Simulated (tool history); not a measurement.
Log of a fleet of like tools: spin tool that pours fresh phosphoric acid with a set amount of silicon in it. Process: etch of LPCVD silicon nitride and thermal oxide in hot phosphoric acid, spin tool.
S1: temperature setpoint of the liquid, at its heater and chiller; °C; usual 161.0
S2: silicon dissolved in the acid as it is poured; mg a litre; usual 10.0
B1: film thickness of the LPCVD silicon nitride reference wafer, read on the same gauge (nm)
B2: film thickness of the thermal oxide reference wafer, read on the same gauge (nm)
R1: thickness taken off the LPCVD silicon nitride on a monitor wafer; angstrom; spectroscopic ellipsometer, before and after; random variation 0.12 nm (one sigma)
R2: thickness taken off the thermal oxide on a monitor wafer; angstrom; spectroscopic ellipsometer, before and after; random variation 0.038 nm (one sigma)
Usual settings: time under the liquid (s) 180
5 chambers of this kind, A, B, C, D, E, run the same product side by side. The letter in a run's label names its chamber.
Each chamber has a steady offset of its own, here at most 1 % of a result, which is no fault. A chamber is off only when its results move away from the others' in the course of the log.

{"day": 0.254, "done": "chamber E: thermometer replaced"}
{"run": "1E", "day": 0.3, "S1": 161.0, "S2": 10.0, "time under the liquid (s)": 180, "B1": 129.99, "B2": 50.046, "R1": 160.88, "R2": 3.7926}
{"run": "2A", "day": 0.621, "S1": 161.0, "S2": 10.0, "time under the liquid (s)": 180, "B1": 130.07, "B2": 50.032, "R1": 161.47, "R2": 4.8838}
{"run": "3B", "day": 1.008, "S1": 161.0, "S2": 10.0, "time under the liquid (s)": 180, "B1": 129.99, "B2": 50.002, "R1": 160.09, "R2": 4.5003}
{"run": "4D", "day": 1.333, "S1": 161.0, "S2": 10.0, "time under the liquid (s)": 180, "B1": 130.06, "B2": 50.029, "R1": 161.39, "R2": 4.6185}
{"run": "5C", "day": 1.733, "S1": 161.0, "S2": 10.0, "time under the liquid (s)": 180, "B1": 130.01, "B2": 50.073, "R1": 157.23, "R2": 3.5448}
{"run": "6E", "day": 2.342, "S1": 161.0, "S2": 10.0, "time under the liquid (s)": 180, "B1": 129.97, "B2": 50.006, "R1": 158.95, "R2": 4.3671}
{"day": 2.875, "done": "chamber D: thermometer replaced"}
{"run": "7A", "day": 2.942, "S1": 161.0, "S2": 10.0, "time under the liquid (s)": 180, "B1": 130.01, "B2": 50.023, "R1": 160.55, "R2": 4.5735}
{"run": "8D", "day": 3.383, "S1": 158.5, "S2": 5.0, "time under the liquid (s)": 180, "B1": 129.98, "B2": 50.068, "R1": 145.48, "R2": 3.986}
{"run": "9B", "day": 3.983, "S1": 158.5, "S2": 5.0, "time under the liquid (s)": 180, "B1": 129.99, "B2": 49.979, "R1": 145.43, "R2": 3.2197}
{"run": "10C", "day": 4.588, "S1": 158.5, "S2": 5.0, "time under the liquid (s)": 180, "B1": 130.0, "B2": 49.985, "R1": 146.04, "R2": 3.7247}
{"run": "11B", "day": 4.883, "S1": 158.5, "S2": 5.0, "time under the liquid (s)": 180, "B1": 130.0, "B2": 50.005, "R1": 144.17, "R2": 3.797}
{"run": "12C", "day": 5.458, "S1": 158.5, "S2": 5.0, "time under the liquid (s)": 180, "B1": 130.01, "B2": 50.018, "R1": 146.0, "R2": 4.3041}
{"run": "13E", "day": 6.046, "S1": 161.0, "S2": 10.0, "time under the liquid (s)": 180, "B1": 129.98, "B2": 50.005, "R1": 163.15, "R2": 4.1582}
{"run": "14D", "day": 6.342, "S1": 158.5, "S2": 10.0, "time under the liquid (s)": 130, "B1": 130.0, "B2": 50.039, "R1": 106.52, "R2": 2.5226}
{"run": "15A", "day": 6.917, "S1": 158.5, "S2": 10.0, "time under the liquid (s)": 130, "B1": 130.01, "B2": 49.97, "R1": 106.84, "R2": 2.7894}
{"run": "16E", "day": 7.492, "S1": 158.5, "S2": 10.0, "time under the liquid (s)": 130, "B1": 129.99, "B2": 50.017, "R1": 106.26, "R2": 2.4841}
{"run": "17D", "day": 7.946, "S1": 158.5, "S2": 10.0, "time under the liquid (s)": 130, "B1": 129.99, "B2": 50.039, "R1": 104.43, "R2": 2.6083}
{"run": "18B", "day": 8.529, "S1": 158.5, "S2": 10.0, "time under the liquid (s)": 130, "B1": 130.06, "B2": 49.971, "R1": 105.1, "R2": 2.7591}
{"run": "19C", "day": 8.958, "S1": 161.0, "S2": 10.0, "time under the liquid (s)": 180, "B1": 130.0, "B2": 50.003, "R1": 159.27, "R2": 4.9501}
{"run": "20A", "day": 9.254, "S1": 161.0, "S2": 10.0, "time under the liquid (s)": 180, "B1": 130.01, "B2": 49.974, "R1": 161.32, "R2": 4.6227}
{"run": "21A", "day": 9.867, "S1": 162.5, "S2": 10.0, "time under the liquid (s)": 135, "B1": 130.01, "B2": 49.968, "R1": 124.79, "R2": 4.154}
{"run": "22C", "day": 10.325, "S1": 162.5, "S2": 10.0, "time under the liquid (s)": 135, "B1": 129.95, "B2": 50.043, "R1": 124.65, "R2": 3.4193}
{"run": "23D", "day": 10.6, "S1": 162.5, "S2": 10.0, "time under the liquid (s)": 135, "B1": 130.01, "B2": 50.017, "R1": 119.89, "R2": 2.6312}
{"run": "24E", "day": 11.117, "S1": 162.5, "S2": 10.0, "time under the liquid (s)": 135, "B1": 129.99, "B2": 49.96, "R1": 126.3, "R2": 4.2176}
{"run": "25B", "day": 11.567, "S1": 162.5, "S2": 10.0, "time under the liquid (s)": 135, "B1": 130.01, "B2": 50.024, "R1": 123.67, "R2": 3.8798}
{"run": "26A", "day": 12.1, "S1": 161.0, "S2": 10.0, "time under the liquid (s)": 180, "B1": 130.0, "B2": 50.06, "R1": 158.29, "R2": 4.1965}
{"day": 12.25, "done": "chamber B: dissolved silicon flow meter replaced"}
{"run": "27C", "day": 12.362, "S1": 161.0, "S2": 10.0, "time under the liquid (s)": 180, "B1": 130.01, "B2": 50.009, "R1": 159.62, "R2": 4.2573}
{"day": 12.721, "done": "chamber D: dissolved silicon flow meter replaced"}
{"run": "28D", "day": 12.858, "S1": 161.0, "S2": 10.0, "time under the liquid (s)": 180, "B1": 129.99, "B2": 50.015, "R1": 150.5, "R2": 3.2308}
{"run": "29E", "day": 13.233, "S1": 161.0, "S2": 10.0, "time under the liquid (s)": 180, "B1": 129.99, "B2": 50.028, "R1": 161.97, "R2": 3.8144}
{"run": "30B", "day": 13.654, "S1": 161.0, "S2": 10.0, "time under the liquid (s)": 180, "B1": 130.01, "B2": 50.041, "R1": 158.27, "R2": 3.6624}
{"day": 14.233, "done": "chamber C: thermometer replaced"}
{"run": "31B", "day": 14.262, "S1": 161.0, "S2": 10.0, "time under the liquid (s)": 180, "B1": 130.0, "B2": 50.01, "R1": 157.0, "R2": 4.2878}
{"run": "32D", "day": 14.846, "S1": 161.0, "S2": 10.0, "time under the liquid (s)": 180, "B1": 129.98, "B2": 50.018, "R1": 149.1, "R2": 3.6397}
{"run": "33E", "day": 15.238, "S1": 161.0, "S2": 10.0, "time under the liquid (s)": 180, "B1": 129.96, "B2": 49.983, "R1": 161.39, "R2": 3.8901}
{"run": "34C", "day": 15.604, "S1": 161.0, "S2": 10.0, "time under the liquid (s)": 180, "B1": 130.02, "B2": 49.971, "R1": 158.09, "R2": 3.9055}
{"run": "35A", "day": 16.004, "S1": 161.0, "S2": 10.0, "time under the liquid (s)": 180, "B1": 130.03, "B2": 49.989, "R1": 158.05, "R2": 4.4456}
{"run": "36A", "day": 16.383, "S1": 159.5, "S2": 5.5, "time under the liquid (s)": 180, "B1": 130.01, "B2": 49.945, "R1": 153.49, "R2": 3.9951}

Next, every chamber runs the same settings. What will each give?
{"run": "37A", "day": 16.821, "S1": 161.0, "S2": 10.0, "time under the liquid (s)": 180, "R1": "?", "R2": "?"}
{"run": "37B", "day": 16.821, "S1": 161.0, "S2": 10.0, "time under the liquid (s)": 180, "R1": "?", "R2": "?"}
{"run": "37C", "day": 16.821, "S1": 161.0, "S2": 10.0, "time under the liquid (s)": 180, "R1": "?", "R2": "?"}
{"run": "37D", "day": 16.821, "S1": 161.0, "S2": 10.0, "time under the liquid (s)": 180, "R1": "?", "R2": "?"}
{"run": "37E", "day": 16.821, "S1": 161.0, "S2": 10.0, "time under the liquid (s)": 180, "R1": "?", "R2": "?"}

run=37A R1=161.57 R2=4.3493
run=37B R1=157.87 R2=3.9589
run=37C R1=160.77 R2=4.6655
run=37D R1=147.78 R2=3.5265
run=37E R1=160.08 R2=3.8695
